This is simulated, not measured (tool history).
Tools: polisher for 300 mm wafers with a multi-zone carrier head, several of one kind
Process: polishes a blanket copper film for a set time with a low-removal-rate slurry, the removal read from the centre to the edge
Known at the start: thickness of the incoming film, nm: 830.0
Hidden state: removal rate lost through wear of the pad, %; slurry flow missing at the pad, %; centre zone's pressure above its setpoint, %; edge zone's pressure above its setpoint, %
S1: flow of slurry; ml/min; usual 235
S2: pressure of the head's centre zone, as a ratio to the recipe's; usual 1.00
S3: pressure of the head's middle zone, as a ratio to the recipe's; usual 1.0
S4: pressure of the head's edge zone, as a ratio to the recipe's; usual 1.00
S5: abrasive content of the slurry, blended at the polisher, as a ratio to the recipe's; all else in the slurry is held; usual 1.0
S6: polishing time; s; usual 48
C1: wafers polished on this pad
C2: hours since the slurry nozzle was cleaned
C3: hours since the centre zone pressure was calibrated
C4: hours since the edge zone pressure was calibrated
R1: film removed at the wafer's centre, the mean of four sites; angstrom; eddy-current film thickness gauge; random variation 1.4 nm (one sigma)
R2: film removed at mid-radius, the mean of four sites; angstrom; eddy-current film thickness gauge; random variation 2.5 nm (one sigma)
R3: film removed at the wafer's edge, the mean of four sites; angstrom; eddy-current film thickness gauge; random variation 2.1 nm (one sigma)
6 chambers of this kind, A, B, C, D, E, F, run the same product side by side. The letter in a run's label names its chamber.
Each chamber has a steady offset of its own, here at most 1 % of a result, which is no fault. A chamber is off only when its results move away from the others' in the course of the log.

At hour 2.0: chamber F: worn pad replaced by a new one.
Run 1C, hour 8.0: usual settings; C1 111; C2 364.5; C3 230.3; C4 1025.1. Result: R1 1918.6 angstrom, R2 1909.1 angstrom, R3 1911.3 angstrom.
At hour 12.5: chamber B: worn pad replaced by a new one.
Run 2A, hour 17.2: usual settings; C1 259; C2 268.0; C3 354.8; C4 1154.8. Result: R1 1896.7 angstrom, R2 1927.7 angstrom, R3 1901.1 angstrom.
At hour 20.1: chamber A: slurry nozzle cleaned.
At hour 21.1: chamber D: worn pad replaced by a new one.
Run 3D, hour 25.0: usual settings; C1 40; C2 363.8; C3 734.6; C4 36.1. Result: R1 1896.8 angstrom, R2 1942.2 angstrom, R3 1931.9 angstrom.
Run 4E, hour 33.2: usual settings; C1 743; C2 577.9; C3 892.3; C4 329.3. Result: R1 1914.4 angstrom, R2 1975.8 angstrom, R3 1988.2 angstrom.
At hour 35.3: chamber E: worn pad replaced by a new one.
At hour 40.3: chamber E: slurry nozzle cleaned.
Run 5B, hour 41.8: usual settings; C1 302; C2 219.5; C3 279.3; C4 347.4. Result: R1 1909.1 angstrom, R2 1872.3 angstrom, R3 1899.9 angstrom.
Run 6F, hour 49.8: usual settings but S4 1.08; C1 492; C2 275.7; C3 422.5; C4 122.5. Result: R1 1926.0 angstrom, R2 1909.3 angstrom, R3 2003.5 angstrom.
At hour 54.1: chamber C: worn pad replaced by a new one.
Run 7D, hour 54.8: usual settings but S4 1.08; C1 346; C2 393.6; C3 764.4; C4 65.9. Result: R1 1894.2 angstrom, R2 1888.5 angstrom, R3 1974.9 angstrom.
Run 8B, hour 65.9: usual settings but S4 1.08; C1 549; C2 243.6; C3 303.4; C4 371.5. Result: R1 1916.6 angstrom, R2 1931.3 angstrom, R3 2021.4 angstrom.
Run 9F, hour 72.5: usual settings but S4 1.08; C1 725; C2 298.4; C3 445.2; C4 145.2. Result: R1 1924.3 angstrom, R2 1949.1 angstrom, R3 2028.0 angstrom.
At hour 74.1: chamber F: worn pad replaced by a new one.
Run 10A, hour 79.8: usual settings but S4 1.08; C1 902; C2 59.8; C3 417.4; C4 1217.4. Result: R1 1877.1 angstrom, R2 1885.4 angstrom, R3 1942.2 angstrom.
At hour 81.8: chamber A: worn pad replaced by a new one.
Run 11E, hour 88.9: usual settings but S4 1.08; C1 551; C2 48.6; C3 948.0; C4 385.0. Result: R1 1906.8 angstrom, R2 1917.2 angstrom, R3 2041.0 angstrom.
At hour 94.7: chamber B: worn pad replaced by a new one.
Run 12C, hour 95.6: usual settings; C1 427; C2 452.1; C3 317.9; C4 1112.7. Result: R1 1918.7 angstrom, R2 1944.8 angstrom, R3 1924.2 angstrom.
At hour 100.0: chamber F: centre zone pressure recalibrated.
Run 13F, hour 103.5: usual settings; C1 303; C2 329.4; C3 3.5; C4 176.2. Result: R1 1927.5 angstrom, R2 1953.2 angstrom, R3 1972.2 angstrom.
At hour 103.7: chamber C: worn pad replaced by a new one.
At hour 109.8: chamber D: worn pad replaced by a new one.
Run 14A, hour 113.0: usual settings; C1 321; C2 93.0; C3 450.6; C4 1250.6. Result: R1 1908.3 angstrom, R2 1949.7 angstrom, R3 1902.1 angstrom.
Run 15C, hour 122.7: usual settings but S1 165 ml/min, S4 0.90; C1 195; C2 479.2; C3 345.0; C4 1139.8. Result: R1 1804.7 angstrom, R2 1819.9 angstrom, R3 1730.2 angstrom.
At hour 125.6: chamber E: worn pad replaced by a new one.
Run 16E, hour 131.2: usual settings but S1 165 ml/min, S4 0.90; C1 58; C2 90.9; C3 990.3; C4 427.3. Result: R1 1812.2 angstrom, R2 1869.9 angstrom, R3 1802.0 angstrom.
At hour 134.1: chamber A: centre zone pressure recalibrated.
At hour 138.2: chamber F: worn pad replaced by a new one.
Run 17D, hour 141.8: usual settings but S1 165 ml/min, S4 0.90; C1 329; C2 480.6; C3 851.4; C4 152.9. Result: R1 1772.3 angstrom, R2 1795.8 angstrom, R3 1744.5 angstrom.
Run 18B, hour 152.3: usual settings but S1 165 ml/min, S4 0.90; C1 592; C2 330.0; C3 389.8; C4 457.9. Result: R1 1802.2 angstrom, R2 1823.9 angstrom, R3 1767.8 angstrom.
At hour 157.5: chamber C: worn pad replaced by a new one.
At hour 158.2: chamber A: edge zone pressure recalibrated.
Run 19E, hour 158.5: usual settings but S1 165 ml/min, S4 0.90; C1 339; C2 118.2; C3 1017.6; C4 454.6. Result: R1 1779.1 angstrom, R2 1770.3 angstrom, R3 1753.0 angstrom.
At hour 159.1: chamber B: worn pad replaced by a new one.
Run 20A, hour 167.3: usual settings but S1 165 ml/min, S4 0.90; C1 879; C2 147.3; C3 33.2; C4 9.1. Result: R1 1792.7 angstrom, R2 1776.7 angstrom, R3 1716.0 angstrom.
Run 21D, hour 173.8: usual settings but S5 0.9; C1 658; C2 512.6; C3 883.4; C4 184.9. Result: R1 1821.2 angstrom, R2 1799.2 angstrom, R3 1839.9 angstrom.
Run 22B, hour 182.5: usual settings but S5 0.9; C1 241; C2 360.2; C3 420.0; C4 488.1. Result: R1 1851.0 angstrom, R2 1915.9 angstrom, R3 1868.5 angstrom.
At hour 183.5: chamber A: worn pad replaced by a new one.
At hour 184.6: chamber D: worn pad replaced by a new one.
Run 23C, hour 188.4: usual settings but S5 0.9; C1 317; C2 544.9; C3 410.7; C4 1205.5. Result: R1 1870.2 angstrom, R2 1900.5 angstrom, R3 1843.8 angstrom.
Run 24F, hour 199.5: usual settings but S5 0.9; C1 630; C2 425.4; C3 99.5; C4 272.2. Result: R1 1864.2 angstrom, R2 1846.4 angstrom, R3 1865.9 angstrom.
Run 25C, hour 204.9: usual settings but S5 0.9; C1 487; C2 561.4; C3 427.2; C4 1222.0. Result: R1 1848.0 angstrom, R2 1888.8 angstrom, R3 1861.7 angstrom.
At hour 207.7: chamber C: worn pad replaced by a new one.
At hour 211.3: chamber F: worn pad replaced by a new one.
Run 26E, hour 212.1: usual settings but S5 0.9; C1 890; C2 171.8; C3 1071.2; C4 508.2. Result: R1 1876.6 angstrom, R2 1897.6 angstrom, R3 1853.3 angstrom.
At hour 212.5: chamber E: worn pad replaced by a new one.
Run 27B, hour 218.6: usual settings; C1 612; C2 396.3; C3 456.1; C4 524.2. Result: R1 1907.4 angstrom, R2 1892.4 angstrom, R3 1909.7 angstrom.
Run 28F, hour 223.5: usual settings; C1 126; C2 449.4; C3 123.5; C4 296.2. Result: R1 1922.7 angstrom, R2 1951.5 angstrom, R3 1949.1 angstrom.
At hour 226.4: chamber B: worn pad replaced by a new one.
Run 29A, hour 233.5: usual settings but S3 1.1, S4 0.89; C1 514; C2 213.5; C3 99.4; C4 75.3. Result: R1 1900.5 angstrom, R2 2084.3 angstrom, R3 1770.4 angstrom.
Run 30D, hour 238.6: usual settings but S3 1.1, S4 0.89; C1 555; C2 577.4; C3 948.2; C4 249.7. Result: R1 1845.6 angstrom, R2 1986.3 angstrom, R3 1769.2 angstrom.
Run 31D, hour 245.3: usual settings but S3 1.1, S4 0.89; C1 624; C2 584.1; C3 954.9; C4 256.4. Result: R1 1835.7 angstrom, R2 1936.4 angstrom, R3 1732.1 angstrom.
Run 32B, hour 250.5: usual settings but S3 1.1, S4 0.89; C1 248; C2 428.2; C3 488.0; C4 556.1. Result: R1 1918.5 angstrom, R2 2120.0 angstrom, R3 1776.3 angstrom.
Run 33E, hour 256.2: usual settings but S3 1.1, S4 0.89; C1 450; C2 215.9; C3 1115.3; C4 552.3. Result: R1 1884.8 angstrom, R2 2109.9 angstrom, R3 1819.2 angstrom.
At hour 260.0: chamber C: worn pad replaced by a new one.
Run 34F, hour 266.7: usual settings but S3 1.1, S4 0.89; C1 570; C2 492.6; C3 166.7; C4 339.4. Result: R1 1903.5 angstrom, R2 2100.4 angstrom, R3 1794.4 angstrom.
Run 35A, hour 276.4: usual settings; C1 955; C2 256.4; C3 142.3; C4 118.2. Result: R1 1890.1 angstrom, R2 1940.6 angstrom, R3 1907.7 angstrom.
Run 36C, hour 282.8: usual settings; C1 235; C2 639.3; C3 505.1; C4 1299.9. Result: R1 1885.0 angstrom, R2 1841.1 angstrom, R3 1928.3 angstrom.

All 6 chambers run these settings next. Forecast each chamber's results:
Run 37A, hour 290.8: usual settings but S2 1.07. Result: R1 ?, R2 ?, R3 ?.
Run 37B, hour 290.8: usual settings but S2 1.07. Result: R1 ?, R2 ?, R3 ?.
Run 37C, hour 290.8: usual settings but S2 1.07. Result: R1 ?, R2 ?, R3 ?.
Run 37D, hour 290.8: usual settings but S2 1.07. Result: R1 ?, R2 ?, R3 ?.
Run 37E, hour 290.8: usual settings but S2 1.07. Result: R1 ?, R2 ?, R3 ?.
Run 37F, hour 290.8: usual settings but S2 1.07. Result: R1 ?, R2 ?, R3 ?.

run      R1      R2      R3
37A  2045.3  1960.1  1925.1
37B  2069.1  1882.3  1901.6
37C  2068.5  1938.3  1947.0
37D  1905.9  1780.1  1816.7
37E  2076.5  1948.2  1942.3
37F  2076.3  1948.6  1900.5
